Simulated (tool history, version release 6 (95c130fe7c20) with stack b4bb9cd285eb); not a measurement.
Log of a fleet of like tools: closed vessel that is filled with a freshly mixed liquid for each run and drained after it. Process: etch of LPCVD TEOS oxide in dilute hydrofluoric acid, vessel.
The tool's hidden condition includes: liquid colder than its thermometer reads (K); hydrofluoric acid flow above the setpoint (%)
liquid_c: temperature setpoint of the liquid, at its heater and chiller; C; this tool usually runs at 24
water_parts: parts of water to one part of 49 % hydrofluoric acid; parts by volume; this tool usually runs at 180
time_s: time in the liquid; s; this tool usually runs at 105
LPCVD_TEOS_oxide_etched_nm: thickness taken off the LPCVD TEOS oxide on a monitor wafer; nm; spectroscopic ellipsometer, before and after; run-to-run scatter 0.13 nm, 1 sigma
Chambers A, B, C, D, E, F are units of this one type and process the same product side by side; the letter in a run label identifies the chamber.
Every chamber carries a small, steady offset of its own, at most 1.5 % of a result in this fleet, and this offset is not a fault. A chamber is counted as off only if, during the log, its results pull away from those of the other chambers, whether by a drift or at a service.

| run | day | liquid_c | water_parts | time_s | hours since the thermometer was replaced | hours since the hydrofluoric acid flow meter was replaced | read-back film thickness of the LPCVD TEOS oxide reference wafer, read on the same gauge (nm) | LPCVD_TEOS_oxide_etched_nm |
|---|---|---|---|---|---|---|---|---|
| 1E | 0.246 | 24 | 180 | 105 | 708.9 | 986.8 | 150 | 17.378 |
| 2F | 0.517 | 24 | 180 | 105 | 395.4 | 1961.2 | 149.99 | 17.065 |
| 3D | 0.9 | 24 | 180 | 105 | 590.2 | 507.7 | 149.98 | 17.258 |
| 4C | 1.133 | 24 | 180 | 105 | 1286.4 | 136.5 | 149.99 | 17.313 |
| 5B | 1.438 | 24 | 180 | 105 | 259.7 | 240.5 | 150.03 | 17.359 |
| 6A | 1.662 | 24 | 180 | 105 | 965.5 | 722.5 | 149.98 | 16.982 |
| 7B | 2.038 | 24 | 180 | 105 | 274.1 | 254.9 | 149.98 | 17.532 |
| 8A | 2.225 | 24 | 180 | 105 | 979 | 736 | 150.01 | 17.232 |
| 9E | 2.442 | 24 | 180 | 105 | 761.6 | 1039.5 | 149.99 | 17.579 |
| 10C | 2.621 | 24 | 180 | 45 | 1322.1 | 172.2 | 149.98 | 7.37 |
| 11D | 2.992 | 24 | 180 | 45 | 640.4 | 557.9 | 150 | 7.466 |
| 12F | 3.175 | 24 | 180 | 45 | 459.2 | 2025 | 150.01 | 7.3629 |
| 13D | 3.538 | 24 | 180 | 45 | 653.5 | 571 | 149.97 | 7.3587 |
| 14C | 3.758 | 24 | 180 | 45 | 1349.4 | 199.5 | 150.01 | 7.427 |
| 15B | 4.017 | 24 | 180 | 45 | 321.6 | 302.4 | 150.02 | 7.5477 |
| 16F | 4.283 | 24 | 180 | 105 | 485.8 | 2051.6 | 150.01 | 17.028 |
| 17A | 4.596 | 24 | 180 | 105 | 1035.9 | 792.9 | 149.96 | 16.982 |
| 18E | 4.858 | 24 | 180 | 105 | 819.6 | 1097.5 | 150.02 | 18.097 |
| 19D | 5.142 | 24 | 180 | 105 | 692 | 609.5 | 150 | 17.11 |
| 20C | 5.462 | 24 | 180 | 105 | 1390.3 | 240.4 | 150 | 17.449 |
| 21A | 5.717 | 24 | 180 | 105 | 1062.8 | 819.8 | 150.02 | 16.991 |
| 22F | 6.092 | 24 | 180 | 105 | 529.2 | 2095 | 149.99 | 16.795 |
| 23B | 6.446 | 24 | 180 | 105 | 379.9 | 360.7 | 149.96 | 17.464 |
| 24E | 6.671 | 24 | 120 | 170 | 863.1 | 1141 | 150 | 48.02 |
| 25B | 6.967 | 24 | 120 | 170 | 392.4 | 373.2 | 149.98 | 45.259 |
| 26D | 7.304 | 24 | 120 | 170 | 743.9 | 661.4 | 149.98 | 44.569 |
| 27C | 7.575 | 24 | 120 | 170 | 1441 | 291.1 | 150.01 | 45.024 |
| 28F | 7.746 | 24 | 120 | 170 | 568.9 | 2134.7 | 150.01 | 44.149 |
| 29E | 8.121 | 24 | 120 | 170 | 897.9 | 1175.8 | 149.98 | 48.165 |
|  | 8.212 | chamber F: hydrofluoric acid flow meter replaced |
| 30A | 8.321 | 24 | 180 | 80 | 1125.3 | 882.3 | 149.99 | 12.977 |
| 31E | 8.508 | 24 | 180 | 80 | 907.2 | 1185.1 | 150.04 | 14.163 |
| 32C | 8.725 | 24 | 180 | 80 | 1468.6 | 318.7 | 149.99 | 13.302 |
| 33F | 9.1 | 24 | 180 | 80 | 601.4 | 21.4 | 150.01 | 12.829 |
| 34B | 9.379 | 24 | 180 | 80 | 450.3 | 431.1 | 149.99 | 13.308 |
| 35D | 9.588 | 24 | 180 | 80 | 798.7 | 716.2 | 149.99 | 13.171 |
| 36A | 9.929 | 24 | 180 | 105 | 1163.9 | 920.9 | 150.03 | 16.917 |
| 37B | 10.196 | 24 | 180 | 105 | 469.9 | 450.7 | 150.02 | 17.124 |

Read the log: is a single chamber off, either drifting away or since a service, is the gauge that measures every chamber drifting, or is nothing wrong beyond small per-chamber offsets? Name any odd chamber and what most likely caused it.

Little by little, chamber E moves away from the other chambers.
What lies behind it: hydrofluoric acid flow above the setpoint (%) = 9.09.
The log might look much the same if the cause were instead: liquid hotter than its thermometer reads (K).

Chamber E could run next with any of the 4 candidate recipes listed below; each alters the usual settings, and their results appear as question marks. Which one brings its results back in line with what the other chambers deliver on the usual settings?
Maximum distance from the other chambers' mean on the usual settings for a result to count as in line: LPCVD_TEOS_oxide_etched_nm 0.46 nm
| 38E-1 | 10.471 | 24 | 170 | 110 |  |  |  | ? |
| 38E-2 | 10.471 | 23.5 | 195 | 105 |  |  |  | ? |
| 38E-3 | 10.471 | 25.5 | 180 | 105 |  |  |  | ? |
| 38E-4 | 10.471 | 22.5 | 180 | 105 |  |  |  | ? |

Usual-settings mean across the other chambers: LPCVD_TEOS_oxide_etched_nm 17.178 nm
| run | LPCVD_TEOS_oxide_etched_nm |
|---|---|
| 38E-1 | 21.537 |
| 38E-2 | 17.134 |
| 38E-3 | 20.325 |
| 38E-4 | 18.143 |
The answer is 38E-2, which returns the chamber to within the allowed miss of the others.
